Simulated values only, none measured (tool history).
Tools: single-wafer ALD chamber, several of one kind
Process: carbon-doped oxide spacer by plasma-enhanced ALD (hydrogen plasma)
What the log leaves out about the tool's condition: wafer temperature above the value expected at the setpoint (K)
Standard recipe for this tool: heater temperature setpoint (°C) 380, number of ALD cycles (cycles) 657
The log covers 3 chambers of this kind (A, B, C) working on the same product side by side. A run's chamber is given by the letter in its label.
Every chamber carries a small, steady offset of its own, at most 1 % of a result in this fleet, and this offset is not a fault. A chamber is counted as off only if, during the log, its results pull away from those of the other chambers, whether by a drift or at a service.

| run | hour | heater temperature setpoint (°C) | number of ALD cycles (cycles) | hours since the last thermocouple change | read-back reference wafer on the same gauge, thickness_nm | mean film thickness on the monitor wafer (angstrom) |
|---|---|---|---|---|---|---|
| 1B | 3.0 | 380 | 657 | 208.3 | 35.791 | 330.48 |
| 2C | 5.9 | 380 | 657 | 1619.7 | 35.789 | 329.84 |
| 3A | 11.4 | 380 | 657 | 406.7 | 35.772 | 325.27 |
| 4C | 15.5 | 380 | 657 | 1629.3 | 35.765 | 329.55 |
| 5B | 20.2 | 380 | 657 | 225.5 | 35.758 | 329.44 |
| 6A | 23.7 | 380 | 657 | 419.0 | 35.768 | 325.17 |
| 7B | 27.4 | 380 | 657 | 232.7 | 35.773 | 329.62 |
| 8C | 31.5 | 380 | 657 | 1645.3 | 35.740 | 329.69 |
| 9A | 36.9 | 380 | 657 | 432.2 | 35.749 | 324.84 |
| 10A | 41.6 | 380 | 657 | 436.9 | 35.743 | 324.78 |
| 11C | 46.9 | 380 | 657 | 1660.7 | 35.710 | 329.75 |
| 12B | 49.9 | 380 | 774 | 255.2 | 35.733 | 387.53 |
| 13A | 55.3 | 380 | 774 | 450.6 | 35.722 | 383.46 |
| 14C | 58.9 | 380 | 774 | 1672.7 | 35.707 | 386.15 |
| 15B | 63.6 | 380 | 657 | 268.9 | 35.707 | 329.26 |
| 16A | 66.7 | 380 | 657 | 462.0 | 35.689 | 325.51 |
| 17B | 70.3 | 380 | 657 | 275.6 | 35.687 | 329.20 |
| 18C | 73.3 | 380 | 657 | 1687.1 | 35.672 | 329.28 |
| 19A | 78.7 | 380 | 657 | 474.0 | 35.682 | 324.86 |
| 20B | 82.2 | 380 | 657 | 287.5 | 35.661 | 328.77 |
| 21C | 87.3 | 380 | 657 | 1701.1 | 35.645 | 329.09 |
| 22C | 91.9 | 380 | 657 | 1705.7 | 35.658 | 329.03 |
| 23A | 94.9 | 380 | 657 | 490.2 | 35.668 | 324.27 |
| 24B | 98.4 | 380 | 657 | 303.7 | 35.659 | 327.31 |
| 25C | 101.4 | 380 | 657 | 1715.2 | 35.653 | 328.41 |
| 26A | 105.9 | 380 | 657 | 501.2 | 35.624 | 324.95 |
| 27B | 109.6 | 380 | 657 | 314.9 | 35.627 | 328.35 |
| 28B | 115.3 | 380 | 657 | 320.6 | 35.625 | 327.74 |
| 29A | 118.2 | 380 | 657 | 513.5 | 35.615 | 324.24 |
| 30C | 121.1 | 380 | 657 | 1734.9 | 35.595 | 328.26 |
| 31A | 126.1 | 380 | 657 | 521.4 | 35.596 | 324.81 |
| 32C | 129.5 | 380 | 657 | 1743.3 | 35.612 | 327.60 |
| 33B | 134.4 | 380 | 657 | 339.7 | 35.580 | 327.27 |
| 34B | 137.5 | 380 | 657 | 342.8 | 35.574 | 326.90 |
| 35A | 142.0 | 388 | 657 | 537.3 | 35.582 | 324.15 |
| 36C | 146.6 | 388 | 657 | 1760.4 | 35.569 | 328.00 |
| 37A | 150.1 | 388 | 657 | 545.4 | 35.551 | 324.12 |
| 38B | 153.5 | 380 | 657 | 358.8 | 35.565 | 327.96 |
| 39C | 157.5 | 380 | 657 | 1771.3 | 35.566 | 326.94 |

Does one chamber stand apart from the rest, does the shared gauge drift, or is all well apart from small per-chamber offsets? Give the chamber and the most likely cause, where there is one.

The gauge drifts, so all chambers seem to drift together. No chamber is off.
What lies behind it: gauge reads low (%) = 0.712.
